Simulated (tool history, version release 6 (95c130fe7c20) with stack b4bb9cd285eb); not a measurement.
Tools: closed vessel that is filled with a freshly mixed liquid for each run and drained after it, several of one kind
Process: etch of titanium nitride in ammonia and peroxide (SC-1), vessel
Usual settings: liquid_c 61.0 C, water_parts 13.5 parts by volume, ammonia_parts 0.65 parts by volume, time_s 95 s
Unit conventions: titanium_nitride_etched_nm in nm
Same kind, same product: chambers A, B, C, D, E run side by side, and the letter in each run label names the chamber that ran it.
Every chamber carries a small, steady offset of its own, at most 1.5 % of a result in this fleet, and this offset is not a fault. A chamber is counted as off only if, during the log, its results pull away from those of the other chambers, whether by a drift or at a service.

run,hour,liquid_c,water_parts,ammonia_parts,time_s,"read-back film thickness of the titanium nitride reference wafer, read on the same gauge (nm)",titanium_nitride_etched_nm
# hour 8.4: chamber C: new drum of ammonia solution connected
1C,10.4,61.0,13.5,0.65,95,99.999,9.6172
2B,20.9,61.0,13.5,0.65,95,100.010,9.7636
3A,28.9,61.0,13.5,0.65,95,100.000,9.8499
4E,35.5,61.0,13.5,0.65,95,99.989,9.6561
5D,44.6,61.0,8.0,0.65,95,100.010,12.7630
6B,50.8,61.0,8.0,0.65,95,99.998,12.8560
7E,60.7,61.0,8.0,0.65,95,100.000,12.7680
8C,71.3,61.0,8.0,0.65,95,100.030,12.7750
9A,78.9,61.0,8.0,0.65,95,100.010,12.8250
# hour 79.1: chamber D: new drum of ammonia solution connected
10D,85.6,61.0,13.5,0.65,95,100.020,9.7940
11C,90.7,61.0,13.5,0.65,95,100.010,9.6363
12E,97.8,61.0,13.5,0.65,95,100.000,9.5742
13D,103.0,61.0,11.0,0.65,95,100.010,10.9450
14B,113.4,61.0,11.0,0.65,95,100.020,10.9660
# hour 119.9: chamber B: thermometer replaced
15A,123.5,61.0,11.0,0.65,95,100.010,10.7970
16B,133.4,61.0,11.0,0.65,95,100.000,10.8940
17C,140.3,61.0,11.0,0.65,95,99.978,10.7540
18D,146.7,61.0,13.5,0.65,95,100.030,9.8342
19A,152.8,61.0,13.5,0.65,95,99.994,9.5663
# hour 155.7: chamber B: ammonia flow meter replaced
20E,162.2,61.0,13.5,0.65,95,99.999,9.6340
21C,166.9,64.5,13.5,0.65,95,100.010,12.0460
22E,174.4,64.5,13.5,0.65,95,100.010,12.1130
23B,180.2,64.5,13.5,0.65,95,100.010,12.0650
24D,190.9,64.5,13.5,0.65,95,99.992,12.4220
25A,197.6,64.5,13.5,0.65,95,99.953,11.7950
26A,203.5,61.0,13.5,0.65,95,99.994,9.5269
27C,211.6,61.0,13.5,0.65,95,99.977,9.5889
28E,218.6,61.0,13.5,0.65,95,100.000,9.6812
29B,224.4,61.0,13.5,0.65,95,99.988,9.7673
30D,234.0,61.0,13.5,0.65,95,99.987,9.9101
31E,241.9,61.0,13.5,0.65,95,100.020,9.6975
32D,248.8,61.0,13.5,0.45,95,100.000,9.2398

Is one chamber out of step, is the gauge drifting, or do the chambers differ by no more than their own small offsets? For an off chamber, give its letter and the likeliest cause.

It is chamber A that slowly wanders off from its peers.
Cause: liquid colder than its thermometer reads (K) = 0.893.

Which of the 4 candidates below, each the usual settings with something changed and its results left as question marks, puts chamber A back in line with what the other chambers give on the usual settings?
A result is in line if it is within this distance of the other chambers' mean on the usual settings: titanium_nitride_etched_nm 0.2800 nm
33A-1,256.5,61.0,13.5,0.65,90,,?
33A-2,256.5,61.0,13.5,0.65,100,,?
33A-3,256.5,61.0,16.5,0.65,95,,?
33A-4,256.5,62.0,13.5,0.65,100,,?

Other chambers, usual settings, mean: titanium_nitride_etched_nm 9.7381 nm
run,titanium_nitride_etched_nm
33A-1,8.7518
33A-2,9.7242
33A-3,8.2792
33A-4,10.3670
33A-2 puts the chamber back in line with the other chambers.
